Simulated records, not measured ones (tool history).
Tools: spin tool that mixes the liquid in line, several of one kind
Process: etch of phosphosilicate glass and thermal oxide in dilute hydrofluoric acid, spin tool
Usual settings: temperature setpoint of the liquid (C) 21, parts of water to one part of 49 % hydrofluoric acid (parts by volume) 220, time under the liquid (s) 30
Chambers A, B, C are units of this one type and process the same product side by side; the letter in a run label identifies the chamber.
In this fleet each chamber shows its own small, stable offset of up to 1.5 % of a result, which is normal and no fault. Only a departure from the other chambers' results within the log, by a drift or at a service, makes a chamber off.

run   hour  temperature setpoint of the liquid (C)  parts of water to one part of 49 % hydrofluoric acid (parts by volume)  time under the liquid (s)  hours since the thermometer was replaced  hours since the hydrofluoric acid flow meter was replaced  read-back film thickness of the phosphosilicate glass reference wafer, read on the same gauge (nm)  read-back film thickness of the thermal oxide reference wafer, read on the same gauge (nm)  thickness taken off the phosphosilicate glass on a monitor wafer (Å)  thickness taken off the thermal oxide on a monitor wafer (Å)
 1A    6.2                                      21                                                                     220                         30                                    1382.6                                                     1970.8                                                                                              29.997                                                                                      39.966                                                                213.70                                                        4.7746
      13.2  -- chamber C: thermometer replaced
 2B   16.1                                      21                                                                     220                         30                                    1093.4                                                       86.3                                                                                              30.013                                                                                      40.009                                                                210.26                                                        4.9116
 3C   20.7                                      21                                                                     220                         30                                       7.6                                                      121.9                                                                                              30.001                                                                                      39.986                                                                214.07                                                        4.7396
 4A   29.3                                      21                                                                     220                         30                                    1405.7                                                     1993.9                                                                                              30.005                                                                                      39.972                                                                212.25                                                        5.1566
 5C   35.4                                      21                                                                     220                         30                                      22.3                                                      136.6                                                                                              29.996                                                                                      39.992                                                                212.98                                                        4.7947
 6B   40.6                                      21                                                                     220                         30                                    1117.9                                                      110.8                                                                                              29.996                                                                                      39.977                                                                208.53                                                        4.4260
 7C   48.6                                      21                                                                     220                         30                                      35.5                                                      149.8                                                                                              29.995                                                                                      39.989                                                                212.94                                                        4.5081
 8A   54.0                                      21                                                                     220                         30                                    1430.4                                                     2018.6                                                                                              29.979                                                                                      39.964                                                                211.60                                                        4.8689
 9B   60.3                                      21                                                                     220                         30                                    1137.6                                                      130.5                                                                                              30.004                                                                                      40.053                                                                210.03                                                        4.8655
10A   64.9                                      21                                                                     220                         30                                    1441.3                                                     2029.5                                                                                              30.025                                                                                      40.025                                                                212.43                                                        5.3124
11C   72.5                                      21                                                                     220                         30                                      59.4                                                      173.7                                                                                              30.002                                                                                      40.006                                                                212.23                                                        4.5311
12B   81.7                                      21                                                                     220                         30                                    1159.0                                                      151.9                                                                                              29.998                                                                                      40.032                                                                212.71                                                        4.8783
13A   86.8                                      21                                                                     220                         30                                    1463.2                                                     2051.4                                                                                              30.000                                                                                      40.050                                                                213.77                                                        4.9061
14B   92.9                                      21                                                                     220                         30                                    1170.2                                                      163.1                                                                                              29.996                                                                                      40.001                                                                211.51                                                        4.6072
15C   98.7                                      21                                                                     220                         30                                      85.6                                                      199.9                                                                                              30.023                                                                                      40.029                                                                213.02                                                        4.9669
16B  107.0                                      17                                                                     150                         30                                    1184.3                                                      177.2                                                                                              29.998                                                                                      40.002                                                                281.93                                                        6.3993
17A  115.6                                      17                                                                     150                         30                                    1492.0                                                     2080.2                                                                                              30.007                                                                                      40.005                                                                282.94                                                        6.8503
18C  121.4                                      17                                                                     150                         30                                     108.3                                                      222.6                                                                                              29.985                                                                                      40.002                                                                283.14                                                        6.1333
19B  130.9                                      21                                                                     220                         30                                    1208.2                                                      201.1                                                                                              30.009                                                                                      39.978                                                                212.00                                                        4.9199
20C  137.1                                      21                                                                     220                         30                                     124.0                                                      238.3                                                                                              30.012                                                                                      39.980                                                                213.09                                                        4.8619
21A  143.1                                      21                                                                     220                         30                                    1519.5                                                     2107.7                                                                                              30.024                                                                                      40.013                                                                212.73                                                        4.7833
22A  152.5                                      21                                                                     220                         30                                    1528.9                                                     2117.1                                                                                              30.001                                                                                      39.974                                                                210.67                                                        4.9757
23C  157.8                                      21                                                                     220                         30                                     144.7                                                      259.0                                                                                              29.961                                                                                      39.990                                                                212.30                                                        4.5683
     162.5  -- chamber B: thermometer replaced
24B  166.6                                      21                                                                     220                         30                                       4.1                                                      236.8                                                                                              29.989                                                                                      39.999                                                                208.67                                                        4.5612
25A  175.8                                      21                                                                     220                         30                                    1552.2                                                     2140.4                                                                                              30.013                                                                                      39.980                                                                212.58                                                        4.9266
26C  184.3                                      21                                                                     220                         30                                     171.2                                                      285.5                                                                                              29.997                                                                                      40.049                                                                213.21                                                        4.8139
27B  194.1                                      21                                                                     220                         30                                      31.6                                                      264.3                                                                                              30.017                                                                                      39.974                                                                213.41                                                        4.7730

All chambers now run identical settings, listed one chamber a line with results as question marks. What results will each chamber show?
28A  201.3                                      21                                                                     220                         30                                                                                                                                                                                                                                                                                                                                                                          ?                                                             ?
28B  201.3                                      21                                                                     220                         30                                                                                                                                                                                                                                                                                                                                                                          ?                                                             ?
28C  201.3                                      21                                                                     220                         30                                                                                                                                                                                                                                                                                                                                                                          ?                                                             ?

run  thickness taken off the phosphosilicate glass on a monitor wafer (Å)  thickness taken off the thermal oxide on a monitor wafer (Å)
28A                                                                213.13                                                        5.3483
28B                                                                212.84                                                        4.9705
28C                                                                213.35                                                        4.7387

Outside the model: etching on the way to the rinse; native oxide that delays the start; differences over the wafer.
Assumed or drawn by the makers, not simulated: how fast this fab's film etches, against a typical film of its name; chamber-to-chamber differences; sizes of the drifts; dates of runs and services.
